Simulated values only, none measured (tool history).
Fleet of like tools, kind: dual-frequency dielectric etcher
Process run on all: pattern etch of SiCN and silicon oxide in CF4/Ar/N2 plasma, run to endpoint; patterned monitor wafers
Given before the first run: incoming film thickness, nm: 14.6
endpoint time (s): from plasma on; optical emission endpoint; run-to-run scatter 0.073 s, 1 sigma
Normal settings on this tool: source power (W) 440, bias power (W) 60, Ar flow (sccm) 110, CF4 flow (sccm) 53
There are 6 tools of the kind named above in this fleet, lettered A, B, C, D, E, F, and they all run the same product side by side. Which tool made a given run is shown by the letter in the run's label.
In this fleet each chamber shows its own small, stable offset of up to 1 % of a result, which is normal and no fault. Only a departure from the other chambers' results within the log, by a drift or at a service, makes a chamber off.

| run | hour | source power (W) | bias power (W) | Ar flow (sccm) | CF4 flow (sccm) | hours since the last wet clean | hours since the last source power generator calibration | hours since the last bias power generator calibration | hours since the last Ar flow controller change | hours since the last CF4 flow controller change | endpoint time (s) |
|---|---|---|---|---|---|---|---|---|---|---|---|
| 1F | 7.4 | 440 | 60 | 110 | 53 | 454.3 | 979.4 | 1041.5 | 4632.1 | 2534.6 | 19.684 |
| 2A | 14.9 | 440 | 60 | 110 | 53 | 368.9 | 4411 | 796.9 | 1323.6 | 3755.3 | 19.57 |
|  | 21.6 | chamber A: wet clean of the chamber |
| 3C | 22.1 | 440 | 60 | 110 | 53 | 255.6 | 497.2 | 2581.2 | 644.5 | 3694.3 | 19.578 |
| 4B | 25.7 | 440 | 60 | 110 | 53 | 251.6 | 1313.7 | 1520.4 | 4313.1 | 2536 | 19.707 |
| 5E | 30.3 | 440 | 60 | 110 | 53 | 137.3 | 2355.1 | 1181.7 | 925.5 | 114.8 | 19.524 |
| 6D | 34.8 | 440 | 60 | 110 | 53 | 142.3 | 838.3 | 3299.8 | 675 | 2893 | 19.8 |
| 7A | 39.6 | 440 | 60 | 110 | 53 | 18.1 | 4435.7 | 821.6 | 1348.3 | 3780 | 19.576 |
| 8C | 43.7 | 440 | 65 | 110 | 53 | 277.2 | 518.8 | 2602.8 | 666.1 | 3715.9 | 19.055 |
| 9B | 48.4 | 440 | 65 | 110 | 53 | 274.3 | 1336.4 | 1543.1 | 4335.8 | 2558.7 | 19.208 |
| 10E | 52.7 | 440 | 65 | 110 | 53 | 159.7 | 2377.5 | 1204.1 | 947.9 | 137.2 | 19.046 |
| 11F | 58.7 | 440 | 65 | 110 | 53 | 505.6 | 1030.7 | 1092.8 | 4683.4 | 2585.9 | 19.101 |
| 12D | 62.4 | 440 | 65 | 110 | 53 | 169.9 | 865.9 | 3327.4 | 702.6 | 2920.6 | 19.268 |
| 13D | 67.5 | 440 | 65 | 110 | 53 | 175 | 871 | 3332.5 | 707.7 | 2925.7 | 19.275 |
| 14C | 71.3 | 440 | 60 | 110 | 53 | 304.8 | 546.4 | 2630.4 | 693.7 | 3743.5 | 19.543 |
| 15F | 75.5 | 440 | 60 | 110 | 53 | 522.4 | 1047.5 | 1109.6 | 4700.2 | 2602.7 | 19.687 |
|  | 81.4 | chamber F: wet clean of the chamber |
| 16B | 82.4 | 440 | 60 | 110 | 53 | 308.3 | 1370.4 | 1577.1 | 4369.8 | 2592.7 | 19.64 |
| 17E | 86 | 440 | 60 | 110 | 53 | 193 | 2410.8 | 1237.4 | 981.2 | 170.5 | 19.42 |
| 18A | 91.5 | 440 | 60 | 110 | 53 | 70 | 4487.6 | 873.5 | 1400.2 | 3831.9 | 19.545 |
| 19A | 95 | 440 | 60 | 128 | 53 | 73.5 | 4491.1 | 877 | 1403.7 | 3835.4 | 20.018 |
| 20E | 101.2 | 440 | 60 | 128 | 53 | 208.2 | 2426 | 1252.6 | 996.4 | 185.7 | 20.071 |
| 21F | 106.4 | 440 | 60 | 128 | 53 | 25 | 1078.4 | 1140.5 | 4731.1 | 2633.6 | 19.393 |
| 22B | 110.2 | 440 | 60 | 128 | 53 | 336.1 | 1398.2 | 1604.9 | 4397.6 | 2620.5 | 20.221 |
| 23D | 116 | 440 | 60 | 128 | 53 | 223.5 | 919.5 | 3381 | 756.2 | 2974.2 | 20.287 |
| 24C | 120 | 440 | 60 | 128 | 53 | 353.5 | 595.1 | 2679.1 | 742.4 | 3792.2 | 20.194 |
| 25A | 125.9 | 440 | 60 | 110 | 53 | 104.4 | 4522 | 907.9 | 1434.6 | 3866.3 | 19.541 |
| 26F | 129.4 | 440 | 60 | 110 | 53 | 48 | 1101.4 | 1163.5 | 4754.1 | 2656.6 | 18.847 |
| 27C | 134.3 | 440 | 60 | 110 | 53 | 367.8 | 609.4 | 2693.4 | 756.7 | 3806.5 | 19.563 |
| 28B | 139.2 | 440 | 60 | 110 | 53 | 365.1 | 1427.2 | 1633.9 | 4426.6 | 2649.5 | 19.559 |
| 29E | 143.6 | 440 | 60 | 110 | 53 | 250.6 | 2468.4 | 1295 | 1038.8 | 228.1 | 19.446 |
| 30D | 148.7 | 440 | 60 | 110 | 53 | 256.2 | 952.2 | 3413.7 | 788.9 | 3006.9 | 19.681 |
| 31D | 155.3 | 440 | 60 | 110 | 53 | 262.8 | 958.8 | 3420.3 | 795.5 | 3013.5 | 19.797 |
| 32F | 161 | 440 | 60 | 110 | 53 | 79.6 | 1133 | 1195.1 | 4785.7 | 2688.2 | 18.83 |
| 33A | 168.2 | 440 | 60 | 110 | 53 | 146.7 | 4564.3 | 950.2 | 1476.9 | 3908.6 | 19.565 |
|  | 168.6 | chamber C: wet clean of the chamber |
|  | 171 | chamber B: wet clean of the chamber |
| 34E | 173.9 | 440 | 73 | 110 | 53 | 280.9 | 2498.7 | 1325.3 | 1069.1 | 258.4 | 18.109 |
| 35C | 181 | 440 | 73 | 110 | 53 | 12.4 | 656.1 | 2740.1 | 803.4 | 3853.2 | 18.255 |
| 36B | 187.6 | 440 | 73 | 110 | 53 | 16.7 | 1475.6 | 1682.3 | 4475 | 2697.9 | 18.363 |
| 37C | 194.9 | 440 | 73 | 110 | 53 | 26.3 | 670 | 2754 | 817.3 | 3867.1 | 18.264 |
| 38F | 198.7 | 440 | 73 | 110 | 53 | 117.3 | 1170.7 | 1232.8 | 4823.4 | 2725.9 | 17.518 |
| 39E | 203 | 440 | 73 | 110 | 53 | 310 | 2527.8 | 1354.4 | 1098.2 | 287.5 | 18.284 |
| 40B | 207 | 440 | 60 | 110 | 53 | 36.1 | 1495 | 1701.7 | 4494.4 | 2717.3 | 19.594 |
|  | 212.7 | chamber A: source power generator calibrated |
| 41A | 214 | 440 | 60 | 110 | 53 | 192.5 | 1.4 | 996 | 1522.7 | 3954.4 | 19.691 |
| 42D | 219.7 | 440 | 60 | 110 | 53 | 327.2 | 1023.2 | 3484.7 | 859.9 | 3077.9 | 19.888 |
| 43A | 223.5 | 440 | 60 | 135 | 53 | 202 | 10.9 | 1005.5 | 1532.2 | 3963.9 | 20.483 |
| 44F | 230.6 | 440 | 60 | 135 | 53 | 149.2 | 1202.6 | 1264.7 | 4855.3 | 2757.8 | 19.518 |

Is one chamber off against the others, does the gauge drift, or is nothing wrong? If a chamber is off, say which, and what the likeliest cause is.

A service on chamber F put it out of line with the rest.
Most likely cause: etch rate over this chamber's usual, % = 4.97.

Which of the 4 candidates below, each the usual settings with something changed and its results left as question marks, puts chamber F back in line with what the other chambers give on the usual settings?
In line here means within this much of the mean the other chambers give on the usual settings: endpoint time (s) 0.26
| 45F-1 | 236 | 460 | 61 | 110 | 53 |  |  |  |  |  | ? |
| 45F-2 | 236 | 450 | 60 | 110 | 53 |  |  |  |  |  | ? |
| 45F-3 | 236 | 420 | 59 | 111 | 53 |  |  |  |  |  | ? |
| 45F-4 | 236 | 440 | 58 | 112 | 52 |  |  |  |  |  | ? |

Mean of the other chambers on the usual settings: endpoint time (s) 19.621
| run | endpoint time (s) |
|---|---|
| 45F-1 | 17.946 |
| 45F-2 | 18.397 |
| 45F-3 | 19.679 |
| 45F-4 | 19.105 |
With 45F-3, the chamber falls back in line with the rest.
